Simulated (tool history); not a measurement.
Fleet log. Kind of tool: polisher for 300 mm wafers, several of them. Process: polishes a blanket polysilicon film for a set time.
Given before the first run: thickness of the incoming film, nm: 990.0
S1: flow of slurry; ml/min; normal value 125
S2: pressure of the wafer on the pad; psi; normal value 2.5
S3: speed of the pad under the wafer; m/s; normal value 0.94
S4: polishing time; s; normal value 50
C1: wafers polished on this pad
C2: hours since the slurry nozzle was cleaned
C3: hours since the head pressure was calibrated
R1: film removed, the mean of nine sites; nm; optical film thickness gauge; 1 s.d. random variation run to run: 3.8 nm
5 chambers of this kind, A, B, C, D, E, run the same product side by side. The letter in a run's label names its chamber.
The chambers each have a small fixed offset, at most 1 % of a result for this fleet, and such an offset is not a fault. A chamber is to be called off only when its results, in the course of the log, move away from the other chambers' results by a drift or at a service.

run	day	S1	S2	S3	S4	C1	C2	C3	R1
1B	0.171	125	2.5	0.94	50	547	214.2	763.3	369.30
2A	0.321	125	2.5	0.94	50	1400	185.9	261.7	371.82
# day 0.417: chamber D: worn pad replaced by a new one
3C	0.554	125	2.5	0.94	50	528	440.9	286.1	379.07
4D	0.779	125	2.5	0.94	50	55	601.5	936.9	367.75
# day 0.792: chamber B: worn pad replaced by a new one
# day 0.892: chamber A: worn pad replaced by a new one
5E	0.979	125	2.5	0.94	50	987	244.5	178.6	367.17
6A	1.192	165	2.5	0.94	50	45	206.8	282.6	383.75
# day 1.271: chamber C: worn pad replaced by a new one
7B	1.458	165	2.5	0.94	50	102	245.1	794.2	378.83
# day 1.600: chamber D: slurry nozzle cleaned
8C	1.692	165	2.5	0.94	50	64	468.2	313.4	392.00
9D	1.900	165	2.5	0.94	50	226	7.2	963.8	394.29
10E	2.112	165	2.5	0.94	50	1160	271.7	205.8	383.84
11D	2.267	125	2.5	0.94	50	282	16.0	972.6	377.18
# day 2.517: chamber E: worn pad replaced by a new one
12B	2.538	125	2.5	0.94	50	266	271.0	820.1	360.00
13C	2.688	125	2.5	0.94	50	216	492.1	337.3	370.56
14A	2.921	125	2.5	0.94	50	309	248.3	324.1	373.29
15E	3.046	125	2.5	0.94	50	81	294.1	228.2	369.78
# day 3.212: chamber A: slurry nozzle cleaned
16D	3.312	125	2.5	0.94	50	442	41.1	997.7	376.98
17C	3.504	125	2.5	0.94	50	341	511.7	356.9	373.64
18B	3.762	125	2.5	0.94	50	453	300.4	849.5	352.97
# day 3.933: chamber D: worn pad replaced by a new one
19A	3.979	125	2.5	0.94	50	471	18.4	349.5	373.47
20E	4.154	125	2.5	0.94	50	250	320.7	254.8	364.73
21A	4.396	125	2.5	0.94	50	535	28.4	359.5	374.98
22D	4.604	125	2.5	0.94	68	102	72.1	1028.7	509.37
# day 4.692: chamber C: slurry nozzle cleaned
23B	4.721	125	2.5	0.94	68	600	323.4	872.5	467.59
# day 4.842: chamber B: worn pad replaced by a new one
24C	4.871	125	2.5	0.94	68	549	4.4	389.7	509.24
25E	5.133	125	2.5	0.94	68	400	344.2	278.3	501.17
# day 5.275: chamber C: worn pad replaced by a new one
26C	5.329	125	2.5	0.94	68	8	15.4	400.7	514.76
27D	5.508	125	2.5	0.94	50	240	93.8	1050.4	374.88
28B	5.742	125	2.5	0.94	50	137	347.9	897.0	342.63
29E	5.883	125	2.5	0.94	50	514	362.2	296.3	364.72
30A	6.117	125	2.5	0.94	50	797	69.7	400.8	370.48

Read the log: is a single chamber off, either drifting away or since a service, is the gauge that measures every chamber drifting, or is nothing wrong beyond small per-chamber offsets? Name any odd chamber and what most likely caused it.

Little by little, chamber B moves away from the other chambers.
Most likely cause: slurry flow missing at the pad, % = 28.2.
It could be hard to tell apart here from: head's pressure below its setpoint, %.

Below are 4 candidate recipes for chamber B's next run, each the usual settings with a change, their results shown as question marks. Which of them brings B's results back in line with what the other chambers give on the usual settings?
To be in line, a result may differ from the other chambers' mean on the usual settings by at most: R1 13.00 nm
31B-1	6.312	75	2.5	0.94	50				?
31B-2	6.312	125	2.5	0.90	48				?
31B-3	6.312	125	2.7	1.00	53				?
31B-4	6.312	125	2.6	0.96	52				?

The other chambers' mean on the usual settings: R1 370.13 nm
run	R1
31B-1	284.17
31B-2	312.68
31B-3	415.06
31B-4	376.16
It is 31B-4 that realigns the chamber with its peers.
